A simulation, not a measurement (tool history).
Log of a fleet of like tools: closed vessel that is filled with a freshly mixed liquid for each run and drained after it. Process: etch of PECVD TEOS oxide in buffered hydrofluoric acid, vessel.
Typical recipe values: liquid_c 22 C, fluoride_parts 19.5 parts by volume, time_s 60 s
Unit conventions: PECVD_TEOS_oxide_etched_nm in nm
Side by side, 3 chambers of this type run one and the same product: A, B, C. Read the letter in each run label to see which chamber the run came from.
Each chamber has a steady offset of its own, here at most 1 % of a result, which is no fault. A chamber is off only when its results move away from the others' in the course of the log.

run	hour	liquid_c	fluoride_parts	time_s	hours since the thermometer was replaced	hours since the hydrofluoric acid flow meter was replaced	read-back film thickness of the PECVD TEOS oxide reference wafer, read on the same gauge (nm)	PECVD_TEOS_oxide_etched_nm
1A	5.1	22	19.5	60	411.6	359.3	100.040	61.368
# hour 6.5: chamber B: hydrofluoric acid flow meter replaced
2C	10.3	22	19.5	60	690.7	280.8	100.010	61.813
3B	14.2	22	19.5	60	1975.6	7.7	100.010	61.012
4B	21.2	22	19.5	60	1982.6	14.7	100.020	60.619
5A	26.7	22	25.5	60	433.2	380.9	99.989	50.636
6C	33.5	22	25.5	60	713.9	304.0	99.991	49.552
7C	40.9	22	25.5	60	721.3	311.4	99.977	50.131
8B	48.6	22	19.5	60	2010.0	42.1	100.030	62.185
9A	54.3	22	24.5	75	460.8	408.5	100.010	65.022
10B	59.0	22	24.5	75	2020.4	52.5	99.977	65.089
11C	63.2	22	24.5	75	743.6	333.7	99.979	64.607
12A	71.2	22	19.5	60	477.7	425.4	99.990	61.299
13B	77.8	22	19.5	60	2039.2	71.3	100.010	61.341
14A	81.7	22	19.5	60	488.2	435.9	99.993	61.599
15C	87.3	22	13.5	45	767.7	357.8	99.992	65.424
16A	92.8	22	13.5	45	499.3	447.0	99.979	65.919
17B	97.8	22	13.5	45	2059.2	91.3	100.020	65.816
18C	103.1	22	12.0	35	783.5	373.6	100.020	57.443
19B	109.1	22	12.0	35	2070.5	102.6	99.979	57.941
20A	115.6	22	12.0	35	522.1	469.8	99.989	58.381
21C	121.7	22	19.5	60	802.1	392.2	100.010	61.621
22C	129.5	22	19.5	60	809.9	400.0	100.020	60.778

Is one chamber out of step, is the gauge drifting, or do the chambers differ by no more than their own small offsets? For an off chamber, give its letter and the likeliest cause.

No chamber stands off beyond its own small offset, and the gauge holds steady.
